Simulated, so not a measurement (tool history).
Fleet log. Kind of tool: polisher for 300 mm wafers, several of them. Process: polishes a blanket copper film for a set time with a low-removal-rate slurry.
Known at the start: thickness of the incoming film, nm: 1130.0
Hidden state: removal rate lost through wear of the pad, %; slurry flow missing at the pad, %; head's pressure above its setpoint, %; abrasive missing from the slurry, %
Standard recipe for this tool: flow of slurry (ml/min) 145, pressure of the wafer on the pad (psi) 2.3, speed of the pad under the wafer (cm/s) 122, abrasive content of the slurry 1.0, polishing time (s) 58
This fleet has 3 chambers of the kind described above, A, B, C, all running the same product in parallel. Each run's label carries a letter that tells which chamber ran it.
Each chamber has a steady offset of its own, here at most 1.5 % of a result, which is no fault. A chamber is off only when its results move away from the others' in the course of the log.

run	hour	flow of slurry (ml/min)	pressure of the wafer on the pad (psi)	speed of the pad under the wafer (cm/s)	abrasive content of the slurry	polishing time (s)	wafers polished on this pad	hours since the slurry nozzle was cleaned	hours since the head pressure was calibrated	hours since the slurry blender was calibrated	film removed (angstrom)
1A	12.9	145	2.3	122	1.0	58	1037	638.2	294.4	152.0	1823.6
# hour 19.5: chamber B: worn pad replaced by a new one
2C	22.9	145	2.3	122	1.0	58	277	425.8	623.9	33.7	1796.4
3B	31.8	145	2.3	122	1.0	58	124	104.7	298.1	65.9	1801.2
# hour 38.3: chamber A: worn pad replaced by a new one
4A	46.5	145	2.3	122	1.0	58	83	671.8	328.0	185.6	1789.5
5B	56.7	145	2.3	122	1.0	58	374	129.6	323.0	90.8	1787.4
# hour 65.3: chamber A: slurry nozzle cleaned
6C	68.1	145	2.3	122	1.0	58	732	471.0	669.1	78.9	1767.5
7A	81.4	145	2.3	122	1.0	58	434	16.1	362.9	220.5	1820.3
8B	95.8	145	2.3	122	1.0	58	768	168.7	362.1	129.9	1786.4
9C	105.9	145	2.3	122	1.1	39	1113	508.8	706.9	116.7	1239.8
# hour 115.9: chamber B: worn pad replaced by a new one
10C	116.8	145	2.3	122	1.1	39	1223	519.7	717.8	127.6	1226.0
# hour 122.6: chamber C: worn pad replaced by a new one
11A	130.5	145	2.3	122	1.1	39	929	65.2	412.0	269.6	1259.4
12B	137.4	145	2.3	122	1.0	58	217	210.3	403.7	171.5	1784.9
13B	151.0	145	2.3	122	1.0	58	354	223.9	417.3	185.1	1799.1
14A	158.5	105	2.3	82	1.0	58	1211	93.2	440.0	297.6	1156.7
15C	170.6	105	2.3	82	1.0	58	484	573.5	771.6	181.4	1108.1
16A	179.7	105	2.3	82	1.0	58	1425	114.4	461.2	318.8	1151.7
# hour 185.1: chamber C: head pressure recalibrated
17C	186.5	145	2.3	122	1.0	58	644	589.4	1.5	197.3	1790.1
18B	193.3	145	2.3	122	1.0	58	780	266.2	459.6	227.4	1785.1
# hour 194.2: chamber A: worn pad replaced by a new one
19B	200.2	145	2.3	122	0.9	58	849	273.1	466.5	234.3	1762.5
# hour 203.3: chamber C: slurry nozzle cleaned
20C	214.0	145	2.3	122	0.9	58	921	10.7	29.0	224.8	1796.6
# hour 219.7: chamber B: worn pad replaced by a new one
21A	222.7	145	2.3	122	0.9	58	287	157.4	504.2	361.8	1776.2
22C	234.2	145	2.3	122	1.0	58	1124	30.9	49.2	245.0	1805.9
# hour 237.6: chamber C: worn pad replaced by a new one
23B	248.0	120	2.3	122	1.0	58	285	320.9	514.3	282.1	1721.6
# hour 257.5: chamber C: slurry blender recalibrated
24A	261.2	120	2.3	122	1.0	58	675	195.9	542.7	400.3	1704.4
# hour 264.0: chamber A: head pressure recalibrated
# hour 272.5: chamber A: slurry blender recalibrated
25A	275.6	120	2.3	122	1.0	58	820	210.3	11.7	3.1	1935.6
26C	284.1	105	2.3	122	1.0	50	468	80.8	99.1	26.7	1457.8
27B	292.6	105	2.3	122	1.0	50	734	365.5	558.9	326.7	1438.3
28A	307.6	105	2.3	122	1.0	50	1142	242.3	43.7	35.1	1602.5
29B	316.9	145	2.3	122	1.0	58	979	389.8	583.2	351.0	1780.2
30C	329.5	145	2.3	122	1.0	42	925	126.2	144.5	72.1	1290.9
# hour 334.9: chamber B: worn pad replaced by a new one
31B	341.4	145	2.3	122	1.0	42	65	414.3	607.7	375.5	1280.7
# hour 351.1: chamber C: worn pad replaced by a new one
# hour 352.2: chamber B: head pressure recalibrated
32A	352.6	145	2.3	122	1.0	42	1596	287.3	88.7	80.1	1438.1
33C	361.9	145	2.3	122	1.0	58	109	158.6	176.9	104.5	1785.3
# hour 363.2: chamber A: worn pad replaced by a new one
34B	368.6	175	2.3	122	1.0	58	339	441.5	16.5	402.7	1820.7
35C	379.1	175	2.3	122	1.0	58	282	175.8	194.1	121.7	1844.7
36A	389.7	175	2.3	122	1.0	58	267	324.4	125.8	117.2	2067.5
37A	398.2	145	2.3	122	1.0	58	353	332.9	134.3	125.7	1956.3
# hour 410.8: chamber B: slurry blender recalibrated
38C	411.9	145	2.3	122	1.0	58	613	208.6	226.9	154.5	1820.8
39B	424.2	145	2.3	122	0.8	58	899	497.1	72.1	13.4	1713.0
40B	439.3	145	2.3	122	0.8	58	1051	512.2	87.2	28.5	1719.3
41A	446.7	145	2.3	122	0.8	58	841	381.4	182.8	174.2	1905.7
# hour 456.9: chamber B: worn pad replaced by a new one
42C	461.1	145	2.3	122	1.0	58	1108	257.8	276.1	203.7	1800.6
43B	468.2	145	2.3	122	1.0	58	113	541.1	116.1	57.4	1796.0

One chamber off, gauge drift, or nothing amiss beyond the chambers' own small offsets? If it is a chamber, which one, and what is the likeliest cause?

Chamber A has stood off from the others ever since a service on it.
Likeliest cause: head's pressure above its setpoint, % = 10.9.

Below are 4 candidate recipes for chamber A's next run, each the usual settings with a change, their results shown as question marks. Which of them brings A's results back in line with what the other chambers give on the usual settings?
Maximum distance from the other chambers' mean on the usual settings for a result to count as in line: film removed (angstrom) 84.0
44A-1	479.3	145	2.2	118	1.0	56					?
44A-2	479.3	145	2.3	120	1.0	57					?
44A-3	479.3	150	2.3	122	1.0	64					?
44A-4	479.3	145	2.3	124	1.0	58					?

Usual-settings mean across the other chambers: film removed (angstrom) 1793.9
run	film removed (angstrom)
44A-1	1781.7
44A-2	1928.9
44A-3	2214.7
44A-4	2027.2
With 44A-1, the chamber falls back in line with the rest.
